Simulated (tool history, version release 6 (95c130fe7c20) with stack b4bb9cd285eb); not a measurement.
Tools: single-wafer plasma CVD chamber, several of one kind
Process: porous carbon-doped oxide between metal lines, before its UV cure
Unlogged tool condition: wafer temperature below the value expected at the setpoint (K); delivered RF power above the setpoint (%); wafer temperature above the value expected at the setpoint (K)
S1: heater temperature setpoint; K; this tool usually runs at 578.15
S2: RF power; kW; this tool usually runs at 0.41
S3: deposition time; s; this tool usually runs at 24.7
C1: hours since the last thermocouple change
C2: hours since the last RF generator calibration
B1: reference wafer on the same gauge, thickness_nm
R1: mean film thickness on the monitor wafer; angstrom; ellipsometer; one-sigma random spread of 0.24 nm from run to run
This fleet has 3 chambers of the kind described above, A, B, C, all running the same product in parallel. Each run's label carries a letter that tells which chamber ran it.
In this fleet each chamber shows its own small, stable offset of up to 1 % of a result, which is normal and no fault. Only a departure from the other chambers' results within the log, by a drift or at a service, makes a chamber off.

run    day      S1     S2    S3      C1      C2      B1      R1
 1C    0.4  578.15   0.41  24.7  1576.4  1426.3  96.978  1132.4
 2B  0.612  578.15   0.41  24.7  1210.1   143.1  97.058  1118.7
 3A  1.004  578.15   0.41  24.7  1698.4  1542.5  97.002  1124.9
 4A  1.292  578.15   0.41  24.7  1705.3  1549.4  96.993  1123.7
 5B  1.721  578.15   0.41  24.7  1236.7   169.7  96.976  1120.3
 6C  1.933  578.15   0.41  24.7  1613.2  1463.1  97.007  1137.9
 7A  2.283  578.15   0.41  24.7  1729.1  1573.2  97.015  1128.8
 8C  2.658  578.15   0.41  24.7  1630.6  1480.5  96.963  1133.1
 9B  2.867  578.15   0.41  24.7  1264.2   197.2  97.004  1123.9
10B  3.133  578.15   0.41  24.7  1270.6   203.6  96.959  1123.3
11A  3.338  578.15   0.41  24.7  1754.4  1598.5  97.009  1126.8
12C  3.567  566.15  0.445  24.7  1652.4  1502.3  96.975  1297.2
13C  3.912  566.15  0.445  24.7  1660.7  1510.6  96.996    1298
     3.929  -- chamber B: thermocouple changed; heater temperature recalibrated
14A  4.167  566.15  0.445  24.7  1774.3  1618.4  96.967  1287.4
15B  4.471  578.15   0.41  24.7    13.1   235.7  96.993  1107.6
16C  4.804  578.15   0.41  24.7  1682.1    1532  97.038  1138.4
17A  5.229  578.15   0.41  24.7  1799.8  1643.9  96.963  1129.7
18B  5.475  578.15   0.41  24.7    37.2   259.8  97.049    1110
19A    5.7  578.15   0.41  24.7  1811.1  1655.2  96.978  1123.3
20B  6.088  578.15   0.41  24.7    51.9   274.5  97.017  1107.5
21C  6.404  578.15   0.41  24.7  1720.5  1570.4  96.995    1136
22A  6.658  578.15   0.41  24.7  1834.1  1678.2  96.966  1126.2
23B  6.908  578.15   0.41  24.7    71.6   294.2  97.026  1105.9

Does one chamber stand apart from the rest, does the shared gauge drift, or is all well apart from small per-chamber offsets? Give the chamber and the most likely cause, where there is one.

The work done on chamber B during a service left it standing apart from the others.
What lies behind it: wafer temperature above the value expected at the setpoint (K) = 2.3.

Here are 4 candidates for chamber B's next run, each the usual settings with a change, their results left as question marks. Which one brings its results back in line with what the others give on the usual settings?
In-line tolerance around the mean of the other chambers on the usual settings: R1 9 angstrom
24B-1  7.229  579.15  0.405  24.2               ?
24B-2  7.229  577.15   0.41  25.1               ?
24B-3  7.229  579.15   0.41  24.3               ?
24B-4  7.229  572.15   0.41  24.7               ?

Average result of the remaining chambers running the usual settings: R1 1130 angstrom
  run      R1
24B-1  1071.4
24B-2  1133.2
24B-3  1086.1
24B-4  1147.6
24B-2 is the one that brings the chamber's results back in line with the other chambers.
